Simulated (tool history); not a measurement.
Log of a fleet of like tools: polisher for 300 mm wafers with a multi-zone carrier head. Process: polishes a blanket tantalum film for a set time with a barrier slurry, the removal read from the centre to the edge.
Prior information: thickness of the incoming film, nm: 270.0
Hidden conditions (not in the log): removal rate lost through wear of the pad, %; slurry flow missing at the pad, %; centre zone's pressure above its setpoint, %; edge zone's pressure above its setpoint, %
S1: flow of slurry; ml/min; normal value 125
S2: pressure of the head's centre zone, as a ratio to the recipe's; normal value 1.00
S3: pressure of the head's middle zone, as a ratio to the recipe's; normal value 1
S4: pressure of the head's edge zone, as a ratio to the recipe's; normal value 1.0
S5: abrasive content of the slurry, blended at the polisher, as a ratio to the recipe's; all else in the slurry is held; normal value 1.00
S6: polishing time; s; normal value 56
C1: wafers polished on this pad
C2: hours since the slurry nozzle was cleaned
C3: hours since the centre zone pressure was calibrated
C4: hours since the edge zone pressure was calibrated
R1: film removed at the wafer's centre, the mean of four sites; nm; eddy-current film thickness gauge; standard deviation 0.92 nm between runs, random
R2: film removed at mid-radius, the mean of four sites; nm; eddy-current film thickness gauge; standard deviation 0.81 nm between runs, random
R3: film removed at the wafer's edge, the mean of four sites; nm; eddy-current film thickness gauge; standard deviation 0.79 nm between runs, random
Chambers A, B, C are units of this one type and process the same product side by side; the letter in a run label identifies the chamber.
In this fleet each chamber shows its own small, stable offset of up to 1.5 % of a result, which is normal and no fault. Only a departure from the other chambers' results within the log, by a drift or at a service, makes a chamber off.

Run 1C, hour 11.1: usual settings; C1 220; C2 359.5; C3 583.1; C4 78.9. Result: R1 64.237 nm, R2 65.997 nm, R3 65.329 nm.
At hour 12.8: chamber B: worn pad replaced by a new one.
Run 2B, hour 20.4: usual settings; C1 87; C2 543.7; C3 495.7; C4 161.6. Result: R1 65.389 nm, R2 64.667 nm, R3 67.661 nm.
Run 3A, hour 33.1: usual settings; C1 911; C2 613.3; C3 481.2; C4 493.7. Result: R1 65.913 nm, R2 66.613 nm, R3 66.169 nm.
Run 4C, hour 46.8: usual settings; C1 625; C2 395.2; C3 618.8; C4 114.6. Result: R1 64.183 nm, R2 67.501 nm, R3 66.062 nm.
Run 5B, hour 60.9: usual settings; C1 545; C2 584.2; C3 536.2; C4 202.1. Result: R1 63.763 nm, R2 65.471 nm, R3 67.821 nm.
Run 6A, hour 69.1: usual settings; C1 1319; C2 649.3; C3 517.2; C4 529.7. Result: R1 65.016 nm, R2 65.150 nm, R3 65.208 nm.
At hour 74.9: chamber C: worn pad replaced by a new one.
Run 7A, hour 75.5: usual settings; C1 1391; C2 655.7; C3 523.6; C4 536.1. Result: R1 66.236 nm, R2 66.348 nm, R3 66.672 nm.
At hour 76.9: chamber A: slurry nozzle cleaned.
Run 8C, hour 85.6: usual settings; C1 121; C2 434.0; C3 657.6; C4 153.4. Result: R1 66.775 nm, R2 65.543 nm, R3 65.456 nm.
At hour 89.3: chamber B: worn pad replaced by a new one.
Run 9B, hour 96.2: usual settings; C1 78; C2 619.5; C3 571.5; C4 237.4. Result: R1 65.276 nm, R2 66.027 nm, R3 66.094 nm.
At hour 102.7: chamber C: slurry nozzle cleaned.
Run 10B, hour 106.2: usual settings; C1 191; C2 629.5; C3 581.5; C4 247.4. Result: R1 64.022 nm, R2 64.695 nm, R3 66.340 nm.
Run 11C, hour 119.1: usual settings; C1 500; C2 16.4; C3 691.1; C4 186.9. Result: R1 67.091 nm, R2 68.048 nm, R3 67.716 nm.
Run 12A, hour 131.9: usual settings; C1 2030; C2 55.1; C3 580.0; C4 592.5. Result: R1 65.696 nm, R2 65.677 nm, R3 65.432 nm.
Run 13A, hour 144.0: usual settings; C1 2167; C2 67.2; C3 592.1; C4 604.6. Result: R1 63.555 nm, R2 66.108 nm, R3 64.382 nm.
Run 14C, hour 156.2: usual settings; C1 920; C2 53.5; C3 728.2; C4 224.0. Result: R1 66.973 nm, R2 65.734 nm, R3 67.117 nm.
Run 15B, hour 170.4: usual settings but S4 0.9; C1 918; C2 693.7; C3 645.7; C4 311.6. Result: R1 65.578 nm, R2 65.058 nm, R3 64.337 nm.
At hour 173.2: chamber C: worn pad replaced by a new one.
Run 16B, hour 182.6: usual settings but S4 0.9; C1 1056; C2 705.9; C3 657.9; C4 323.8. Result: R1 65.669 nm, R2 65.238 nm, R3 62.267 nm.
At hour 183.2: chamber B: worn pad replaced by a new one.
Run 17C, hour 192.0: usual settings but S4 0.9; C1 213; C2 89.3; C3 764.0; C4 259.8. Result: R1 65.828 nm, R2 67.887 nm, R3 62.648 nm.
Run 18A, hour 200.5: usual settings; C1 2806; C2 123.7; C3 648.6; C4 661.1. Result: R1 63.085 nm, R2 63.830 nm, R3 62.789 nm.
Run 19A, hour 212.3: usual settings; C1 2940; C2 135.5; C3 660.4; C4 672.9. Result: R1 63.169 nm, R2 65.507 nm, R3 64.048 nm.
Run 20C, hour 222.1: usual settings; C1 554; C2 119.4; C3 794.1; C4 289.9. Result: R1 66.040 nm, R2 67.683 nm, R3 66.500 nm.
Run 21B, hour 229.0: usual settings; C1 519; C2 752.3; C3 704.3; C4 370.2. Result: R1 65.296 nm, R2 66.405 nm, R3 67.012 nm.
Run 22B, hour 237.5: usual settings; C1 615; C2 760.8; C3 712.8; C4 378.7. Result: R1 66.237 nm, R2 66.047 nm, R3 68.303 nm.
At hour 238.3: chamber B: edge zone pressure recalibrated.
Run 23C, hour 247.0: usual settings; C1 835; C2 144.3; C3 819.0; C4 314.8. Result: R1 65.490 nm, R2 67.419 nm, R3 66.550 nm.
Run 24A, hour 255.3: usual settings but S5 0.85; C1 3427; C2 178.5; C3 703.4; C4 715.9. Result: R1 60.196 nm, R2 59.497 nm, R3 59.088 nm.
At hour 255.5: chamber C: worn pad replaced by a new one.
At hour 259.3: chamber B: worn pad replaced by a new one.
Run 25A, hour 268.5: usual settings but S5 0.85; C1 3576; C2 191.7; C3 716.6; C4 729.1. Result: R1 59.991 nm, R2 59.541 nm, R3 59.750 nm.
At hour 280.8: chamber C: edge zone pressure recalibrated.
Run 26B, hour 281.2: usual settings but S5 0.85; C1 249; C2 804.5; C3 756.5; C4 42.9. Result: R1 61.762 nm, R2 61.884 nm, R3 63.170 nm.
Run 27C, hour 293.4: usual settings; C1 429; C2 190.7; C3 865.4; C4 12.6. Result: R1 65.397 nm, R2 66.712 nm, R3 66.265 nm.
Run 28A, hour 306.8: usual settings; C1 4010; C2 230.0; C3 754.9; C4 767.4. Result: R1 63.031 nm, R2 62.846 nm, R3 63.107 nm.
Run 29C, hour 321.0: usual settings; C1 741; C2 218.3; C3 893.0; C4 40.2. Result: R1 66.775 nm, R2 65.763 nm, R3 64.932 nm.
Run 30B, hour 334.6: usual settings but S2 0.95, S6 64 s; C1 853; C2 857.9; C3 809.9; C4 96.3. Result: R1 69.595 nm, R2 75.373 nm, R3 75.442 nm.
At hour 341.3: chamber C: worn pad replaced by a new one.
Run 31A, hour 346.8: usual settings but S2 0.95, S6 64 s; C1 4463; C2 270.0; C3 794.9; C4 807.4. Result: R1 67.156 nm, R2 70.010 nm, R3 70.909 nm.
At hour 350.9: chamber B: worn pad replaced by a new one.
Run 32C, hour 359.8: usual settings but S2 0.95, S6 64 s; C1 209; C2 257.1; C3 931.8; C4 79.0. Result: R1 71.774 nm, R2 76.685 nm, R3 74.646 nm.
Run 33B, hour 368.1: usual settings; C1 195; C2 891.4; C3 843.4; C4 129.8. Result: R1 65.566 nm, R2 65.325 nm, R3 68.082 nm.
Run 34A, hour 381.6: usual settings; C1 4856; C2 304.8; C3 829.7; C4 842.2. Result: R1 61.666 nm, R2 61.240 nm, R3 61.321 nm.
At hour 384.4: chamber A: edge zone pressure recalibrated.
Run 35C, hour 394.8: usual settings; C1 605; C2 292.1; C3 966.8; C4 114.0. Result: R1 65.354 nm, R2 66.963 nm, R3 66.628 nm.
Run 36B, hour 408.1: usual settings; C1 648; C2 931.4; C3 883.4; C4 169.8. Result: R1 66.103 nm, R2 66.117 nm, R3 64.578 nm.
Run 37A, hour 420.3: usual settings; C1 5295; C2 343.5; C3 868.4; C4 35.9. Result: R1 60.719 nm, R2 59.751 nm, R3 60.499 nm.
At hour 423.8: chamber C: worn pad replaced by a new one.
Run 38C, hour 434.0: usual settings; C1 116; C2 331.3; C3 1006.0; C4 153.2. Result: R1 66.894 nm, R2 66.126 nm, R3 66.323 nm.

Does one chamber stand apart from the rest, does the shared gauge drift, or is all well apart from small per-chamber offsets? Give the chamber and the most likely cause, where there is one.

One chamber, A, drifts off from the rest bit by bit.
Cause: removal rate lost through wear of the pad, % = 9.44.

Which of the 4 candidates below, each the usual settings with something changed and its results left as question marks, puts chamber A back in line with what the other chambers give on the usual settings?
In-line tolerance around the mean of the other chambers on the usual settings: R1 3.200 nm; R2 2.800 nm; R3 2.800 nm
Run 39A-1, hour 444.3: usual settings but S2 0.99, S3 0.99, S4 1.02, S5 1.05, S6 67 s. Result: R1 ?, R2 ?, R3 ?.
Run 39A-2, hour 444.3: usual settings but S2 1.01, S4 0.99, S6 51 s. Result: R1 ?, R2 ?, R3 ?.
Run 39A-3, hour 444.3: usual settings but S2 1.02, S3 1.01, S4 0.98, S5 0.95, S6 46 s. Result: R1 ?, R2 ?, R3 ?.
Run 39A-4, hour 444.3: usual settings but S2 0.99, S4 1.01, S6 61 s. Result: R1 ?, R2 ?, R3 ?.

Mean of the other chambers on the usual settings: R1 65.675 nm; R2 66.027 nm; R3 66.423 nm
  run      R1      R2      R3
39A-1  72.150  72.437  73.254
39A-2  55.366  54.886  54.117
39A-3  49.724  49.214  47.814
39A-4  64.789  65.654  65.420
The answer is 39A-4, which returns the chamber to within the allowed miss of the others.
